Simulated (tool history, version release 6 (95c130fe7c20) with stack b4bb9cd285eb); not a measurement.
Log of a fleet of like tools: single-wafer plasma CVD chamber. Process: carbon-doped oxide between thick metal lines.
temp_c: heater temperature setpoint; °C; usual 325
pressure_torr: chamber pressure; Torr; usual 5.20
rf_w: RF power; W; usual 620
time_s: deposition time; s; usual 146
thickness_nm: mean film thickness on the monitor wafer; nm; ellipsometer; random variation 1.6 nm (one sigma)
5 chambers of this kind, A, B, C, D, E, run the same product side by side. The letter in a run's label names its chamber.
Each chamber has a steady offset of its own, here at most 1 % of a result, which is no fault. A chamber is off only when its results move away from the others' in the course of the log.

run	hour	temp_c	pressure_torr	rf_w	time_s	hours since the last thermocouple change	hours since the last RF generator calibration	hours since the last manometer calibration	read-back reference wafer on the same gauge, thickness_nm	thickness_nm
1A	5.2	325	5.20	620	146	1313.1	283.4	113.1	780.70	905.59
2B	12.5	325	5.20	620	146	3349.3	230.9	1061.8	780.92	910.90
3C	20.3	325	5.20	620	146	474.9	783.0	348.6	779.98	910.91
4E	25.8	325	5.20	620	146	534.2	538.3	135.2	779.92	893.61
# hour 33.3: chamber B: thermocouple changed; heater temperature recalibrated
5D	33.4	325	5.20	620	146	174.1	382.3	882.7	780.24	907.59
6B	41.3	325	5.20	620	146	8.0	259.7	1090.6	779.91	913.91
7C	47.2	325	5.20	620	146	501.8	809.9	375.5	779.42	910.13
8A	53.7	325	5.20	620	146	1361.6	331.9	161.6	779.59	900.24
9D	58.8	325	5.20	620	146	199.5	407.7	908.1	779.74	905.38
10E	66.5	325	5.20	620	146	574.9	579.0	175.9	779.11	896.55
11E	70.4	325	5.20	620	146	578.8	582.9	179.8	779.17	893.00
12A	78.2	325	5.20	620	146	1386.1	356.4	186.1	779.11	902.27
13C	84.9	325	5.20	620	146	539.5	847.6	413.2	778.46	908.34
14B	92.8	325	4.16	620	174	59.5	311.2	1142.1	778.55	1047.20
15D	100.4	325	4.16	620	174	241.1	449.3	949.7	778.53	1045.40
16B	106.7	325	4.16	620	174	73.4	325.1	1156.0	778.05	1050.40
17A	113.8	325	4.16	620	174	1421.7	392.0	221.7	778.14	1036.20
18E	120.7	325	4.16	620	174	629.1	633.2	230.1	777.56	1031.60
19D	124.7	325	5.20	620	158	265.4	473.6	974.0	777.37	980.63
20C	129.3	325	5.20	620	158	583.9	892.0	457.6	777.52	982.23
21D	135.4	325	5.20	620	158	276.1	484.3	984.7	777.31	979.03
22C	141.6	325	5.20	620	158	596.2	904.3	469.9	777.35	983.47
23B	147.9	325	5.20	620	158	114.6	366.3	1197.2	777.30	983.40
24A	151.7	325	5.20	620	146	1459.6	429.9	259.6	776.83	898.47
25E	156.7	325	5.20	620	146	665.1	669.2	266.1	776.45	892.93
26C	161.4	325	5.20	620	146	616.0	924.1	489.7	776.54	905.91
27A	165.8	325	5.20	620	146	1473.7	444.0	273.7	776.72	900.52
28B	173.5	325	5.20	620	146	140.2	391.9	1222.8	776.26	909.88
29E	178.2	325	5.20	620	146	686.6	690.7	287.6	776.60	892.45
30D	185.6	319	5.20	620	118	326.3	534.5	1034.9	776.05	744.09
31A	189.6	319	5.20	620	118	1497.5	467.8	297.5	776.11	742.47
32E	194.0	319	5.20	620	118	702.4	706.5	303.4	775.55	737.73
33B	200.9	319	5.20	620	118	167.6	419.3	1250.2	775.80	749.92

What goes on in this fleet: one chamber off, a drifting gauge, or nothing beyond the chambers' own small offsets? Name the chamber and the cause, if any.

The gauge drifts, so all chambers seem to drift together. No chamber is off.
Cause: gauge reads low (%) = 0.711.
